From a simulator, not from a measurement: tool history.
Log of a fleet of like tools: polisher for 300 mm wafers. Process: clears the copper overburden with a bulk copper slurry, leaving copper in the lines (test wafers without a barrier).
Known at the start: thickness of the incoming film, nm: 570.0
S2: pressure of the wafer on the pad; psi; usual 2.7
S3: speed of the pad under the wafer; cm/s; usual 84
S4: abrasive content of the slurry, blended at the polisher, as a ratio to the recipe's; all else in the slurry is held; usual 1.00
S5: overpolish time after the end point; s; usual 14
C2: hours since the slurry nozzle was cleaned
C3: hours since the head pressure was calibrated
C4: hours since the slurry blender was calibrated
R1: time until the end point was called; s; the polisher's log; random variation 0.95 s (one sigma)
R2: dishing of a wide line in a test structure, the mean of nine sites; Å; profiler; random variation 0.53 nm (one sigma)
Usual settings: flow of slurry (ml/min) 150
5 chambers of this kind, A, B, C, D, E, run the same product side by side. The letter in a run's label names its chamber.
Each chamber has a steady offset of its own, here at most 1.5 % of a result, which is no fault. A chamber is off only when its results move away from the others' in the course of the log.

-- hour=0.2 chamber E: head pressure recalibrated
-- hour=1.2 chamber E: worn pad replaced by a new one
-- hour=6.4 chamber D: worn pad replaced by a new one
run 1D hour=9.6 | flow_of_slurry_(ml/min)=150 S2=2.7 S3=84 S4=1.00 S5=14 | wafers_polished_on_this_pad=36 C2=154.5 C3=162.2 C4=67.0 | R1=92.432 R2=412.79
run 2B hour=18.8 | flow_of_slurry_(ml/min)=150 S2=2.7 S3=84 S4=1.00 S5=14 | wafers_polished_on_this_pad=619 C2=110.0 C3=244.8 C4=385.8 | R1=93.909 R2=417.75
-- hour=25.7 chamber B: slurry blender recalibrated
run 3E hour=34.8 | flow_of_slurry_(ml/min)=150 S2=2.7 S3=84 S4=1.00 S5=14 | wafers_polished_on_this_pad=381 C2=440.7 C3=34.7 C4=81.9 | R1=92.703 R2=431.02
run 4A hour=50.4 | flow_of_slurry_(ml/min)=150 S2=2.7 S3=84 S4=1.00 S5=14 | wafers_polished_on_this_pad=1342 C2=218.7 C3=541.0 C4=90.4 | R1=95.200 R2=411.15
-- hour=57.7 chamber A: worn pad replaced by a new one
run 5C hour=66.6 | flow_of_slurry_(ml/min)=150 S2=2.7 S3=84 S4=1.00 S5=14 | wafers_polished_on_this_pad=977 C2=251.1 C3=144.1 C4=169.5 | R1=93.158 R2=427.84
-- hour=68.0 chamber A: slurry blender recalibrated
-- hour=72.7 chamber B: worn pad replaced by a new one
-- hour=77.3 chamber C: worn pad replaced by a new one
-- hour=80.1 chamber E: slurry blender recalibrated
run 6C hour=81.0 | flow_of_slurry_(ml/min)=150 S2=2.7 S3=84 S4=1.00 S5=14 | wafers_polished_on_this_pad=42 C2=265.5 C3=158.5 C4=183.9 | R1=92.526 R2=421.61
run 7E hour=96.7 | flow_of_slurry_(ml/min)=120 S2=2.7 S3=84 S4=1.00 S5=14 | wafers_polished_on_this_pad=1082 C2=502.6 C3=96.6 C4=16.7 | R1=96.718 R2=413.12
run 8B hour=112.9 | flow_of_slurry_(ml/min)=120 S2=2.7 S3=84 S4=1.00 S5=14 | wafers_polished_on_this_pad=456 C2=204.1 C3=338.9 C4=87.3 | R1=97.833 R2=411.30
-- hour=118.4 chamber E: worn pad replaced by a new one
-- hour=124.4 chamber D: worn pad replaced by a new one
run 9D hour=128.8 | flow_of_slurry_(ml/min)=120 S2=2.7 S3=84 S4=1.00 S5=14 | wafers_polished_on_this_pad=50 C2=273.7 C3=281.4 C4=186.2 | R1=96.980 R2=416.14
run 10A hour=139.6 | flow_of_slurry_(ml/min)=120 S2=2.7 S3=84 S4=1.00 S5=14 | wafers_polished_on_this_pad=928 C2=307.9 C3=630.2 C4=71.7 | R1=97.836 R2=403.42
run 11E hour=150.0 | flow_of_slurry_(ml/min)=120 S2=2.7 S3=84 S4=1.00 S5=14 | wafers_polished_on_this_pad=359 C2=555.9 C3=149.9 C4=70.0 | R1=95.644 R2=412.52
-- hour=162.5 chamber A: worn pad replaced by a new one
-- hour=162.7 chamber B: worn pad replaced by a new one
run 12D hour=163.0 | flow_of_slurry_(ml/min)=150 S2=2.7 S3=84 S4=1.00 S5=14 | wafers_polished_on_this_pad=438 C2=307.9 C3=315.6 C4=220.4 | R1=90.900 R2=420.05
-- hour=168.9 chamber C: worn pad replaced by a new one
run 13B hour=179.0 | flow_of_slurry_(ml/min)=150 S2=2.7 S3=84 S4=1.00 S5=14 | wafers_polished_on_this_pad=185 C2=270.2 C3=405.0 C4=153.4 | R1=91.900 R2=430.46
-- hour=179.6 chamber D: slurry nozzle cleaned
-- hour=182.6 chamber A: slurry blender recalibrated
-- hour=191.7 chamber B: slurry nozzle cleaned
run 14C hour=192.4 | flow_of_slurry_(ml/min)=150 S2=2.7 S3=84 S4=1.15 S5=14 | wafers_polished_on_this_pad=266 C2=376.9 C3=269.9 C4=295.3 | R1=91.328 R2=422.46
run 15A hour=206.3 | flow_of_slurry_(ml/min)=150 S2=2.7 S3=84 S4=1.15 S5=14 | wafers_polished_on_this_pad=496 C2=374.6 C3=696.9 C4=23.8 | R1=90.037 R2=428.03
-- hour=210.2 chamber E: slurry blender recalibrated
run 16D hour=221.0 | flow_of_slurry_(ml/min)=150 S2=2.7 S3=84 S4=1.15 S5=14 | wafers_polished_on_this_pad=1095 C2=41.5 C3=373.6 C4=278.4 | R1=88.386 R2=415.87
-- hour=235.1 chamber D: worn pad replaced by a new one
run 17C hour=236.9 | flow_of_slurry_(ml/min)=150 S2=2.7 S3=84 S4=1.15 S5=14 | wafers_polished_on_this_pad=771 C2=421.4 C3=314.4 C4=339.8 | R1=88.915 R2=417.04
run 18B hour=244.9 | flow_of_slurry_(ml/min)=150 S2=2.7 S3=84 S4=1.15 S5=14 | wafers_polished_on_this_pad=932 C2=53.3 C3=470.9 C4=219.3 | R1=91.785 R2=435.85
-- hour=247.5 chamber E: worn pad replaced by a new one
run 19E hour=257.6 | flow_of_slurry_(ml/min)=150 S2=2.7 S3=84 S4=1.00 S5=14 | wafers_polished_on_this_pad=114 C2=663.5 C3=257.5 C4=47.4 | R1=91.721 R2=424.76
run 20A hour=270.2 | flow_of_slurry_(ml/min)=150 S2=2.7 S3=84 S4=1.00 S5=14 | wafers_polished_on_this_pad=1220 C2=438.5 C3=760.8 C4=87.7 | R1=94.444 R2=425.70
-- hour=278.2 chamber C: worn pad replaced by a new one
run 21D hour=278.4 | flow_of_slurry_(ml/min)=150 S2=2.7 S3=84 S4=1.00 S5=14 | wafers_polished_on_this_pad=491 C2=98.9 C3=431.0 C4=335.8 | R1=93.642 R2=413.02
-- hour=279.7 chamber B: worn pad replaced by a new one
-- hour=282.9 chamber A: slurry blender recalibrated
run 22A hour=293.5 | flow_of_slurry_(ml/min)=120 S2=2.7 S3=100 S4=1.00 S5=14 | wafers_polished_on_this_pad=1484 C2=461.8 C3=784.1 C4=10.6 | R1=82.257 R2=451.07
-- hour=293.9 chamber A: worn pad replaced by a new one
-- hour=306.3 chamber A: slurry nozzle cleaned
run 23E hour=306.4 | flow_of_slurry_(ml/min)=120 S2=2.7 S3=100 S4=1.00 S5=14 | wafers_polished_on_this_pad=668 C2=712.3 C3=306.3 C4=96.2 | R1=81.140 R2=441.94
-- hour=310.0 chamber C: head pressure recalibrated
-- hour=316.8 chamber C: slurry blender recalibrated
run 24C hour=318.3 | flow_of_slurry_(ml/min)=120 S2=2.7 S3=100 S4=1.00 S5=14 | wafers_polished_on_this_pad=455 C2=502.8 C3=8.4 C4=1.6 | R1=81.462 R2=447.25
-- hour=323.6 chamber E: slurry blender recalibrated
-- hour=323.6 chamber D: worn pad replaced by a new one
run 25B hour=330.1 | flow_of_slurry_(ml/min)=120 S2=2.7 S3=100 S4=1.00 S5=14 | wafers_polished_on_this_pad=572 C2=138.5 C3=556.1 C4=304.5 | R1=79.930 R2=457.58
run 26B hour=342.4 | flow_of_slurry_(ml/min)=120 S2=2.7 S3=100 S4=1.00 S5=14 | wafers_polished_on_this_pad=711 C2=150.8 C3=568.4 C4=316.8 | R1=83.524 R2=459.40
-- hour=353.5 chamber E: slurry nozzle cleaned
run 27A hour=356.1 | flow_of_slurry_(ml/min)=150 S2=3.5 S3=84 S4=1.00 S5=14 | wafers_polished_on_this_pad=705 C2=49.9 C3=846.7 C4=73.2 | R1=72.314 R2=487.29
-- hour=363.7 chamber C: worn pad replaced by a new one
run 28E hour=367.9 | flow_of_slurry_(ml/min)=150 S2=3.5 S3=84 S4=1.00 S5=14 | wafers_polished_on_this_pad=1365 C2=14.4 C3=367.8 C4=44.4 | R1=71.172 R2=489.46
-- hour=375.5 chamber D: head pressure recalibrated
run 29C hour=382.1 | flow_of_slurry_(ml/min)=150 S2=3.5 S3=84 S4=1.00 S5=14 | wafers_polished_on_this_pad=208 C2=566.6 C3=72.2 C4=65.4 | R1=69.642 R2=496.93
run 30D hour=392.0 | flow_of_slurry_(ml/min)=150 S2=3.5 S3=84 S4=1.00 S5=14 | wafers_polished_on_this_pad=776 C2=212.5 C3=16.5 C4=449.4 | R1=71.002 R2=485.68

What goes on in this fleet: one chamber off, a drifting gauge, or nothing beyond the chambers' own small offsets? Name the chamber and the cause, if any.

No chamber stands off beyond its own small offset, and the gauge holds steady.
